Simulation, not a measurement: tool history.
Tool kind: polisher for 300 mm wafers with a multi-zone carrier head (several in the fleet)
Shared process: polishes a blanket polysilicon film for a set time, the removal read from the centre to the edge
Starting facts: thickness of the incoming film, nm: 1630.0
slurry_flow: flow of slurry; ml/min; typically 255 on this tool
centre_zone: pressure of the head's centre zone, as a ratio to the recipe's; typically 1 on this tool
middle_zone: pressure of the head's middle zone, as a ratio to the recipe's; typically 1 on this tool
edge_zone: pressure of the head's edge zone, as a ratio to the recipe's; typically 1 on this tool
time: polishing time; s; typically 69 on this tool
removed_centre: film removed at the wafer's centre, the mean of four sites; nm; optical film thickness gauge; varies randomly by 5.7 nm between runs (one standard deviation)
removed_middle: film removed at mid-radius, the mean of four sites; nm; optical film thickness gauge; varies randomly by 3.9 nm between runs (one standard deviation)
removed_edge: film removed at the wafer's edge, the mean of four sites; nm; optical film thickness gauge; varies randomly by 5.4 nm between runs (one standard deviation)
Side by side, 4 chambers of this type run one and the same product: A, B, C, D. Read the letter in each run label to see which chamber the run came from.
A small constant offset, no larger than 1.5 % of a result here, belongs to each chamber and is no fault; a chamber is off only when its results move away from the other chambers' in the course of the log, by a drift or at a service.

| run | hour | slurry_flow | centre_zone | middle_zone | edge_zone | time | wafers polished on this pad | hours since the slurry nozzle was cleaned | hours since the centre zone pressure was calibrated | hours since the edge zone pressure was calibrated | removed_centre | removed_middle | removed_edge |
|---|---|---|---|---|---|---|---|---|---|---|---|---|---|
| 1D | 5.6 | 255 | 1 | 1 | 1 | 69 | 279 | 620.6 | 342.3 | 625 | 608.79 | 600.3 | 607.36 |
| 2B | 9.1 | 255 | 1 | 1 | 1 | 69 | 498 | 329.6 | 337.8 | 959.5 | 599.65 | 601.8 | 599.95 |
| 3C | 13.1 | 255 | 1 | 1 | 1 | 69 | 621 | 118 | 44.4 | 1074.3 | 604 | 609.71 | 593.95 |
| 4A | 19 | 255 | 1 | 1 | 1 | 69 | 595 | 142.7 | 69.6 | 230.9 | 614.53 | 613.29 | 604.86 |
|  | 24.4 | chamber C: worn pad replaced by a new one |
| 5A | 25.7 | 255 | 1 | 1 | 1 | 69 | 645 | 149.4 | 76.3 | 237.6 | 611.87 | 609.01 | 594.1 |
| 6C | 29.6 | 255 | 1 | 1 | 1 | 69 | 38 | 134.5 | 60.9 | 1090.8 | 605.59 | 614.41 | 595.01 |
| 7D | 36.1 | 255 | 1 | 1 | 1 | 69 | 504 | 651.1 | 372.8 | 655.5 | 609.19 | 600.23 | 613.53 |
| 8B | 40.2 | 255 | 1 | 1 | 1 | 69 | 727 | 360.7 | 368.9 | 990.6 | 602.02 | 604.84 | 607.28 |
| 9B | 44.5 | 255 | 1 | 1 | 1 | 69 | 759 | 365 | 373.2 | 994.9 | 606.34 | 610.89 | 609.61 |
| 10D | 47.5 | 255 | 1 | 1 | 1 | 69 | 588 | 662.5 | 384.2 | 666.9 | 608.51 | 598.36 | 605.92 |
|  | 52.5 | chamber D: worn pad replaced by a new one |
| 11C | 52.6 | 255 | 1 | 1 | 1 | 69 | 208 | 157.5 | 83.9 | 1113.8 | 609.25 | 605.64 | 601.27 |
| 12A | 55.8 | 255 | 1 | 1 | 1 | 69 | 867 | 179.5 | 106.4 | 267.7 | 605.21 | 609 | 605.67 |
| 13D | 60.3 | 255 | 1 | 1 | 1 | 69 | 58 | 675.3 | 397 | 679.7 | 614.42 | 601.47 | 617.15 |
|  | 60.9 | chamber D: centre zone pressure recalibrated |
| 14C | 65.2 | 255 | 1 | 1 | 1 | 69 | 301 | 170.1 | 96.5 | 1126.4 | 600.42 | 614.76 | 603.85 |
| 15B | 69.6 | 255 | 1 | 1 | 1 | 69 | 944 | 390.1 | 398.3 | 1020 | 595.24 | 593.17 | 604.11 |
| 16A | 73.4 | 255 | 1 | 1 | 1 | 69 | 997 | 197.1 | 124 | 285.3 | 610.2 | 601.27 | 599.44 |
| 17D | 79.2 | 255 | 1 | 1 | 1 | 69 | 197 | 694.2 | 18.4 | 698.6 | 615.32 | 598.3 | 606.39 |
| 18C | 84.9 | 255 | 1 | 1 | 1 | 69 | 446 | 189.8 | 116.2 | 1146.1 | 603.01 | 610.5 | 600.93 |
| 19B | 87.9 | 255 | 1 | 1 | 1 | 69 | 1079 | 408.4 | 416.6 | 1038.3 | 590.76 | 602.8 | 601.19 |
| 20A | 93.1 | 255 | 1 | 1 | 1 | 69 | 1142 | 216.8 | 143.7 | 305 | 603.48 | 613.31 | 603.1 |
|  | 95.6 | chamber B: edge zone pressure recalibrated |
| 21C | 97.4 | 255 | 1 | 1 | 1 | 69 | 538 | 202.3 | 128.7 | 1158.6 | 611.11 | 616.62 | 592.6 |
| 22A | 100.7 | 255 | 1 | 1 | 1 | 69 | 1198 | 224.4 | 151.3 | 312.6 | 608.27 | 608.03 | 601.09 |
| 23D | 104.4 | 255 | 1 | 1 | 1 | 69 | 383 | 719.4 | 43.6 | 723.8 | 617.08 | 605.15 | 615.99 |
| 24B | 107.4 | 255 | 1 | 1 | 1 | 69 | 1223 | 427.9 | 436.1 | 11.9 | 589.41 | 585.39 | 597.58 |
| 25D | 114 | 255 | 1 | 1 | 1 | 69 | 454 | 729 | 53.2 | 733.4 | 596.11 | 597.69 | 608.69 |
|  | 117 | chamber C: worn pad replaced by a new one |
|  | 117.7 | chamber A: worn pad replaced by a new one |
| 26C | 119.4 | 255 | 1 | 1 | 1 | 69 | 17 | 224.3 | 150.7 | 1180.6 | 606.18 | 612.04 | 596.85 |
|  | 122 | chamber D: worn pad replaced by a new one |
| 27A | 125.2 | 255 | 1 | 1 | 1 | 69 | 55 | 248.9 | 175.8 | 337.1 | 611.48 | 603.13 | 608.07 |
| 28B | 130.8 | 255 | 1 | 1 | 1 | 69 | 1396 | 451.3 | 459.5 | 35.3 | 578.49 | 577.73 | 589.34 |
| 29B | 135.5 | 255 | 1 | 1 | 1 | 69 | 1430 | 456 | 464.2 | 40 | 567.88 | 574.29 | 582.92 |
| 30C | 141.9 | 255 | 1 | 1 | 1 | 69 | 183 | 246.8 | 173.2 | 1203.1 | 612.35 | 610.16 | 599.73 |
| 31D | 146.7 | 255 | 1 | 1 | 1 | 69 | 182 | 761.7 | 85.9 | 766.1 | 612.99 | 606.9 | 610.19 |
| 32A | 151.1 | 255 | 0.89 | 1 | 1 | 69 | 246 | 274.8 | 201.7 | 363 | 525.7 | 608.32 | 609.8 |
| 33A | 155.8 | 255 | 0.89 | 1 | 1 | 69 | 281 | 279.5 | 206.4 | 367.7 | 541.67 | 613.41 | 602.8 |
| 34D | 162.5 | 255 | 0.89 | 1 | 1 | 69 | 299 | 777.5 | 101.7 | 781.9 | 537.45 | 603.81 | 607.33 |
| 35B | 168.8 | 255 | 0.89 | 1 | 1 | 69 | 1676 | 489.3 | 497.5 | 73.3 | 497.56 | 569.84 | 570.38 |
| 36C | 175.2 | 255 | 1 | 1 | 1 | 69 | 429 | 280.1 | 206.5 | 1236.4 | 610.03 | 613.41 | 596 |
| 37A | 179.7 | 255 | 1 | 1 | 1 | 69 | 457 | 303.4 | 230.3 | 391.6 | 600.29 | 602.26 | 607.19 |
|  | 180 | chamber C: edge zone pressure recalibrated |
| 38D | 184.9 | 255 | 1 | 1 | 1 | 69 | 464 | 799.9 | 124.1 | 804.3 | 613.96 | 599.36 | 606.72 |
| 39C | 189.6 | 255 | 1 | 1 | 1 | 69 | 535 | 294.5 | 220.9 | 9.7 | 605.23 | 615.11 | 598.17 |
| 40B | 194.6 | 255 | 1 | 1 | 1 | 69 | 1867 | 515.1 | 523.3 | 99.1 | 560.16 | 558.07 | 575.16 |
| 41B | 198.5 | 255 | 1 | 1 | 1 | 69 | 1895 | 519 | 527.2 | 103 | 552.3 | 556.29 | 552.32 |
| 42C | 204.9 | 255 | 1 | 1.04 | 1 | 57 | 648 | 309.8 | 236.2 | 25 | 495.23 | 522.8 | 492.26 |
| 43A | 208.4 | 255 | 1 | 1.04 | 1 | 57 | 669 | 332.1 | 259 | 420.3 | 497.51 | 520.88 | 503.34 |

Which is it: a chamber that has drifted or been left off by a service, a gauge drift common to all chambers, or only each chamber's usual small offset? If a chamber is off, name it and its likeliest cause.

Little by little, chamber B moves away from the other chambers.
What lies behind it: removal rate lost through wear of the pad, % = 7.93.
From this log alone, it may not be told apart from: slurry flow missing at the pad, %.

Below are 4 candidate recipes for chamber B's next run, each the usual settings with a change, their results shown as question marks. Which of them brings B's results back in line with what the other chambers give on the usual settings?
Maximum distance from the other chambers' mean on the usual settings for a result to count as in line: removed_centre 20 nm; removed_middle 14 nm; removed_edge 19 nm
| 44B-1 | 213.3 | 260 | 1.02 | 1.02 | 0.99 | 80 |  |  |  |  | ? | ? | ? |
| 44B-2 | 213.3 | 250 | 0.98 | 0.98 | 1.01 | 59 |  |  |  |  | ? | ? | ? |
| 44B-3 | 213.3 | 260 | 1.01 | 1.01 | 0.99 | 74 |  |  |  |  | ? | ? | ? |
| 44B-4 | 213.3 | 250 | 0.99 | 0.99 | 1.01 | 64 |  |  |  |  | ? | ? | ? |

Other chambers, usual settings, mean: removed_centre 607.89 nm; removed_middle 606.43 nm; removed_edge 603.5 nm
| run | removed_centre | removed_middle | removed_edge |
|---|---|---|---|
| 44B-1 | 660.92 | 657.49 | 649.34 |
| 44B-2 | 464 | 465.54 | 482.56 |
| 44B-3 | 604.78 | 602.81 | 600.73 |
| 44B-4 | 508.98 | 509.61 | 523.38 |
It is 44B-3 that realigns the chamber with its peers.
